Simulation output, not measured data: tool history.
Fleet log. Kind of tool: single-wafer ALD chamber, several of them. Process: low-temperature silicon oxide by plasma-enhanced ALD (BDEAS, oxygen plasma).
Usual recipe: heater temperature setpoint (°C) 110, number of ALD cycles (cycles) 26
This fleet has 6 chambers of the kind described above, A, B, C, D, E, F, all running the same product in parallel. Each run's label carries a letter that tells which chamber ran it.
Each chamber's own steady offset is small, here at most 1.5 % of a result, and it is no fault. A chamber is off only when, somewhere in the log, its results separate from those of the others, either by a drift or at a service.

run,hour,heater temperature setpoint (°C),number of ALD cycles (cycles),hours since the last thermocouple change,"read-back reference wafer on the same gauge, thickness_nm",mean film thickness on the monitor wafer (Å)
1A,3.1,110,26,712.2,3.7359,36.448
2D,6.0,110,26,208.3,3.7401,36.689
3B,9.9,110,26,1006.2,3.7381,36.798
4E,13.3,110,26,191.9,3.7388,36.058
5C,15.8,110,26,2655.5,3.7378,36.031
6F,18.2,110,26,1826.9,3.7403,36.695
7F,21.9,110,26,1830.6,3.7400,36.473
8D,25.1,110,26,227.4,3.7418,36.655
9A,28.5,95,23,737.6,3.7451,33.376
10B,30.9,95,23,1027.2,3.7369,33.852
11E,33.9,95,23,212.5,3.7378,33.209
12C,38.4,95,23,2678.1,3.7404,33.310
13C,41.2,95,23,2680.9,3.7384,32.906
14B,45.5,95,23,1041.8,3.7452,33.764
15F,49.2,110,26,1857.9,3.7404,36.660
16D,51.5,110,26,253.8,3.7370,36.168
17A,54.0,110,30,763.1,3.7385,41.522
18E,57.4,110,30,236.0,3.7408,42.042
19B,61.7,110,30,1058.0,3.7445,42.255
20D,64.8,110,30,267.1,3.7410,41.938
21A,68.3,110,30,777.4,3.7420,41.997
22F,71.9,110,30,1880.6,3.7443,42.036
23E,75.0,110,26,253.6,3.7449,36.418
24C,78.4,110,26,2718.1,3.7433,36.070
# hour 80.0: chamber C: thermocouple changed; heater temperature recalibrated
25D,81.5,110,26,283.8,3.7409,36.549
26B,83.6,110,26,1079.9,3.7402,36.740
27F,88.2,115,28,1896.9,3.7345,38.854
28C,91.0,115,28,11.0,3.7425,38.590
29E,93.5,115,28,272.1,3.7372,39.144
30A,95.8,115,28,804.9,3.7364,38.585
31E,100.3,115,28,278.9,3.7384,38.676
32F,103.2,115,28,1911.9,3.7414,39.029
33D,106.9,110,26,309.2,3.7422,36.259
34A,110.2,110,26,819.3,3.7351,36.061
35C,114.8,110,26,34.8,3.7399,35.955
36B,119.4,110,26,1115.7,3.7391,36.604
37C,122.1,110,26,42.1,3.7430,36.050
38B,125.0,110,26,1121.3,3.7394,36.457
39F,128.7,110,26,1937.4,3.7437,36.423

Read the log: is a single chamber off, either drifting away or since a service, is the gauge that measures every chamber drifting, or is nothing wrong beyond small per-chamber offsets? Name any odd chamber and what most likely caused it.

Beyond each chamber's small constant offset nothing stands out, and the gauge stays steady.
